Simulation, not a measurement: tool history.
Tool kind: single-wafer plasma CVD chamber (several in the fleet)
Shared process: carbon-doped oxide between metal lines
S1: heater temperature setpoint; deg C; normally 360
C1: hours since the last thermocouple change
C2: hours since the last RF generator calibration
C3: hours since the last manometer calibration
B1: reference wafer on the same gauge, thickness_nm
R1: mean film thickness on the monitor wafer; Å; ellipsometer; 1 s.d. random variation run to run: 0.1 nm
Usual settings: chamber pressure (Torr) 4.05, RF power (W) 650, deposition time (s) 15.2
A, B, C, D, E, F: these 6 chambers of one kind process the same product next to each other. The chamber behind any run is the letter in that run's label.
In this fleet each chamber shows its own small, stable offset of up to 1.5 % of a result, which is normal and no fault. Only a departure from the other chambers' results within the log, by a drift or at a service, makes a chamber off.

Run 1B, hour 3.3: usual settings; C1 1523.6; C2 1088.3; C3 1205.1; B1 97.576. Result: R1 869.74 Å.
Run 2C, hour 6.3: usual settings; C1 603; C2 67.2; C3 502.5; B1 97.599. Result: R1 870.92 Å.
Run 3D, hour 8.6: usual settings; C1 321.9; C2 2669.2; C3 263.1; B1 97.58. Result: R1 866.48 Å.
Run 4E, hour 12.1: usual settings; C1 902.7; C2 453.6; C3 629.6; B1 97.561. Result: R1 862.75 Å.
Run 5A, hour 14.1: usual settings; C1 1080.6; C2 1678.2; C3 697.1; B1 97.553. Result: R1 864.29 Å.
Run 6F, hour 17.7: usual settings; C1 805.5; C2 904.6; C3 1551.9; B1 97.551. Result: R1 870.18 Å.
Run 7F, hour 19.6: usual settings; C1 807.4; C2 906.5; C3 1553.8; B1 97.537. Result: R1 869.8 Å.
Run 8D, hour 21.7: usual settings; C1 335; C2 2682.3; C3 276.2; B1 97.526. Result: R1 867.83 Å.
Run 9E, hour 25.4: usual settings; C1 916; C2 466.9; C3 642.9; B1 97.516. Result: R1 863.48 Å.
Run 10B, hour 28.7: usual settings; C1 1549; C2 1113.7; C3 1230.5; B1 97.479. Result: R1 870.32 Å.
Run 11A, hour 32.2: usual settings; C1 1098.7; C2 1696.3; C3 715.2; B1 97.487. Result: R1 864.67 Å.
Run 12C, hour 36.3: usual settings; C1 633; C2 97.2; C3 532.5; B1 97.474. Result: R1 871.43 Å.
Run 13E, hour 39.5: usual settings; C1 930.1; C2 481; C3 657; B1 97.481. Result: R1 862.67 Å.
Run 14B, hour 42.8: usual settings; C1 1563.1; C2 1127.8; C3 1244.6; B1 97.415. Result: R1 867.85 Å.
Run 15A, hour 44.9: usual settings; C1 1111.4; C2 1709; C3 727.9; B1 97.443. Result: R1 862.2 Å.
Run 16C, hour 48.4: usual settings; C1 645.1; C2 109.3; C3 544.6; B1 97.391. Result: R1 871.43 Å.
Run 17D, hour 50.7: usual settings; C1 364; C2 2711.3; C3 305.2; B1 97.401. Result: R1 865.52 Å.
Run 18F, hour 53.1: usual settings; C1 840.9; C2 940; C3 1587.3; B1 97.382. Result: R1 867.33 Å.
Run 19C, hour 57.3: usual settings; C1 654; C2 118.2; C3 553.5; B1 97.39. Result: R1 870.76 Å.
Run 20E, hour 59.5: usual settings; C1 950.1; C2 501; C3 677; B1 97.392. Result: R1 859.45 Å.
Run 21A, hour 62: usual settings but RF power (W) 545, deposition time (s) 12.4; C1 1128.5; C2 1726.1; C3 745; B1 97.367. Result: R1 634.89 Å.
Run 22D, hour 64.5: usual settings but RF power (W) 545, deposition time (s) 12.4; C1 377.8; C2 2725.1; C3 319; B1 97.342. Result: R1 635.98 Å.
Run 23F, hour 68.8: usual settings but RF power (W) 545, deposition time (s) 12.4; C1 856.6; C2 955.7; C3 1603; B1 97.316. Result: R1 638.45 Å.
Run 24B, hour 71.9: usual settings but RF power (W) 545, deposition time (s) 12.4; C1 1592.2; C2 1156.9; C3 1273.7; B1 97.346. Result: R1 636.6 Å.
Run 25B, hour 74: usual settings but RF power (W) 545, deposition time (s) 12.4; C1 1594.3; C2 1159; C3 1275.8; B1 97.317. Result: R1 636.08 Å.
Run 26C, hour 76.4: usual settings but RF power (W) 545, deposition time (s) 12.4; C1 673.1; C2 137.3; C3 572.6; B1 97.36. Result: R1 637.93 Å.
Run 27F, hour 78.8: usual settings; C1 866.6; C2 965.7; C3 1613; B1 97.33. Result: R1 864.98 Å.
Run 28D, hour 82.3: usual settings; C1 395.6; C2 2742.9; C3 336.8; B1 97.307. Result: R1 864.71 Å.
Run 29E, hour 84.4: usual settings; C1 975; C2 525.9; C3 701.9; B1 97.308. Result: R1 859.45 Å.
At hour 86.6: chamber D: RF generator calibrated.
Run 30A, hour 86.6: usual settings but chamber pressure (Torr) 3.7, deposition time (s) 12.2; C1 1153.1; C2 1750.7; C3 769.6; B1 97.286. Result: R1 686.41 Å.
Run 31B, hour 90.6: usual settings but chamber pressure (Torr) 3.7, deposition time (s) 12.2; C1 1610.9; C2 1175.6; C3 1292.4; B1 97.252. Result: R1 690.99 Å.
Run 32E, hour 94.6: usual settings but chamber pressure (Torr) 3.7, deposition time (s) 12.2; C1 985.2; C2 536.1; C3 712.1; B1 97.237. Result: R1 685.85 Å.
Run 33C, hour 97.3: usual settings but chamber pressure (Torr) 3.7, deposition time (s) 12.2; C1 694; C2 158.2; C3 593.5; B1 97.231. Result: R1 691.11 Å.
Run 34D, hour 100.6: usual settings but chamber pressure (Torr) 3.7, deposition time (s) 12.2; C1 413.9; C2 14.1; C3 355.1; B1 97.22. Result: R1 690.53 Å.
Run 35F, hour 103.4: usual settings but chamber pressure (Torr) 3.7, deposition time (s) 12.2; C1 891.2; C2 990.3; C3 1637.6; B1 97.225. Result: R1 690.09 Å.
Run 36A, hour 106: usual settings; C1 1172.5; C2 1770.1; C3 789; B1 97.229. Result: R1 861.5 Å.
Run 37D, hour 108.8: usual settings; C1 422.1; C2 22.3; C3 363.3; B1 97.211. Result: R1 863.43 Å.
Run 38F, hour 112.5: usual settings; C1 900.3; C2 999.4; C3 1646.7; B1 97.214. Result: R1 864.53 Å.
Run 39E, hour 114.3: usual settings but RF power (W) 605, deposition time (s) 13.3; C1 1004.9; C2 555.8; C3 731.8; B1 97.199. Result: R1 720.73 Å.
Run 40B, hour 117.8: usual settings but RF power (W) 605, deposition time (s) 13.3; C1 1638.1; C2 1202.8; C3 1319.6; B1 97.142. Result: R1 725.86 Å.
Run 41C, hour 121: usual settings but RF power (W) 605, deposition time (s) 13.3; C1 717.7; C2 181.9; C3 617.2; B1 97.166. Result: R1 726.55 Å.
Run 42A, hour 123.8: usual settings but RF power (W) 605, deposition time (s) 13.3; C1 1190.3; C2 1787.9; C3 806.8; B1 97.133. Result: R1 724.2 Å.

Predict what each chamber gives when all 6 of them run the settings below next.
Run 43A, hour 126.8: usual settings. Result: R1 ?.
Run 43B, hour 126.8: usual settings. Result: R1 ?.
Run 43C, hour 126.8: usual settings. Result: R1 ?.
Run 43D, hour 126.8: usual settings. Result: R1 ?.
Run 43E, hour 126.8: usual settings. Result: R1 ?.
Run 43F, hour 126.8: usual settings. Result: R1 ?.

run      R1
43A  862.09
43B  866.59
43C  867.14
43D  861.92
43E  859.96
43F  865.31
